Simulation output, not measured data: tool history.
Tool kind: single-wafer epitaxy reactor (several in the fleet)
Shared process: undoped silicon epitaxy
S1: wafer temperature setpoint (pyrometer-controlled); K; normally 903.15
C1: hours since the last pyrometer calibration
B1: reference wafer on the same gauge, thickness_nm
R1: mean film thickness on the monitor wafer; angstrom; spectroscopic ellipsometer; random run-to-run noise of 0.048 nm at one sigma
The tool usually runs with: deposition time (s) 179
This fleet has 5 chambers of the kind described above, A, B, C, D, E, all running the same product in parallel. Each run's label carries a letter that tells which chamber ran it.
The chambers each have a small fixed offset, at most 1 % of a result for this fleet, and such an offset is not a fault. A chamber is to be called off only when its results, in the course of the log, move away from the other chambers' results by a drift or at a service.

Run 1C, hour 13.3: usual settings; C1 1491; B1 15.8. Result: R1 190.11 angstrom.
Run 2D, hour 22.2: usual settings; C1 52.2; B1 15.798. Result: R1 194.12 angstrom.
Run 3A, hour 32.2: usual settings; C1 1537.2; B1 15.798. Result: R1 193.23 angstrom.
Run 4B, hour 47.6: usual settings; C1 982.4; B1 15.806. Result: R1 193.11 angstrom.
Run 5E, hour 59.9: usual settings; C1 1471.7; B1 15.805. Result: R1 194.95 angstrom.
Run 6D, hour 69.4: usual settings; C1 99.4; B1 15.787. Result: R1 193.7 angstrom.
Run 7C, hour 82.3: usual settings; C1 1560; B1 15.794. Result: R1 190.91 angstrom.
Run 8E, hour 92.7: usual settings but S1 894.15 K; C1 1504.5; B1 15.804. Result: R1 158.21 angstrom.
Run 9B, hour 106.5: usual settings but S1 894.15 K; C1 1041.3; B1 15.798. Result: R1 156.98 angstrom.
At hour 118.3: chamber E: pyrometer calibrated.
Run 10A, hour 119.8: usual settings but S1 894.15 K; C1 1624.8; B1 15.797. Result: R1 157.17 angstrom.
Run 11C, hour 127: usual settings but S1 894.15 K; C1 1604.7; B1 15.787. Result: R1 155.22 angstrom.
Run 12D, hour 137.6: usual settings but S1 894.15 K; C1 167.6; B1 15.798. Result: R1 156.85 angstrom.
Run 13E, hour 151.6: usual settings but S1 908.15 K, deposition time (s) 202; C1 33.3; B1 15.804. Result: R1 246.93 angstrom.
Run 14A, hour 160.8: usual settings but S1 908.15 K, deposition time (s) 202; C1 1665.8; B1 15.792. Result: R1 242.95 angstrom.
Run 15B, hour 175.6: usual settings but S1 908.15 K, deposition time (s) 202; C1 1110.4; B1 15.8. Result: R1 245.49 angstrom.
At hour 180.5: chamber C: pyrometer calibrated.
Run 16C, hour 183.1: usual settings but S1 908.15 K, deposition time (s) 202; C1 2.7; B1 15.803. Result: R1 241.58 angstrom.
Run 17D, hour 198.8: usual settings but S1 908.15 K, deposition time (s) 202; C1 228.8; B1 15.807. Result: R1 246.4 angstrom.
Run 18B, hour 214.2: usual settings; C1 1149; B1 15.817. Result: R1 193.99 angstrom.
Run 19A, hour 229.6: usual settings; C1 1734.6; B1 15.804. Result: R1 190.61 angstrom.
Run 20E, hour 237.4: usual settings; C1 119.1; B1 15.799. Result: R1 193.84 angstrom.
At hour 250.6: chamber B: pyrometer calibrated.
Run 21A, hour 253.4: usual settings; C1 1758.4; B1 15.803. Result: R1 189.92 angstrom.
Run 22C, hour 267.4: usual settings; C1 87; B1 15.796. Result: R1 191.31 angstrom.
Run 23D, hour 276.6: usual settings; C1 306.6; B1 15.805. Result: R1 193.36 angstrom.
Run 24B, hour 286.3: usual settings; C1 35.8; B1 15.793. Result: R1 193.66 angstrom.
Run 25E, hour 302.3: usual settings; C1 184; B1 15.797. Result: R1 194.06 angstrom.
Run 26B, hour 314.9: usual settings; C1 64.4; B1 15.798. Result: R1 193.37 angstrom.
Run 27A, hour 324.3: usual settings; C1 1829.3; B1 15.803. Result: R1 188.79 angstrom.
Run 28D, hour 340.1: usual settings; C1 370.1; B1 15.804. Result: R1 193.63 angstrom.
Run 29C, hour 349.2: usual settings but S1 913.15 K, deposition time (s) 195; C1 168.8; B1 15.801. Result: R1 261.05 angstrom.
Run 30E, hour 363.2: usual settings but S1 913.15 K, deposition time (s) 195; C1 244.9; B1 15.798. Result: R1 266.14 angstrom.

One chamber off, gauge drift, or nothing amiss beyond the chambers' own small offsets? If it is a chamber, which one, and what is the likeliest cause?

Chamber A drifts away from the others.
What lies behind it: wafer temperature below the value expected at the setpoint (K) = 1.33.

Chamber A could run next with any of the 4 candidate recipes listed below; each alters the usual settings, and their results appear as question marks. Which one brings its results back in line with what the other chambers deliver on the usual settings?
Allowed miss from the other chambers' usual-settings mean, per result, to count as in line: R1 1.7 angstrom
Run 31A-1, hour 374.8: usual settings but deposition time (s) 177. Result: R1 ?.
Run 31A-2, hour 374.8: usual settings but S1 904.15 K, deposition time (s) 180. Result: R1 ?.
Run 31A-3, hour 374.8: usual settings but deposition time (s) 181. Result: R1 ?.
Run 31A-4, hour 374.8: usual settings but S1 902.15 K, deposition time (s) 178. Result: R1 ?.

The mean the other chambers reach with the usual settings: R1 193.2 angstrom
  run      R1
31A-1  185.07
31A-2  192.53
31A-3  189.25
31A-4  181.93
Change 31A-2 lands the chamber within the allowed miss of the other chambers.

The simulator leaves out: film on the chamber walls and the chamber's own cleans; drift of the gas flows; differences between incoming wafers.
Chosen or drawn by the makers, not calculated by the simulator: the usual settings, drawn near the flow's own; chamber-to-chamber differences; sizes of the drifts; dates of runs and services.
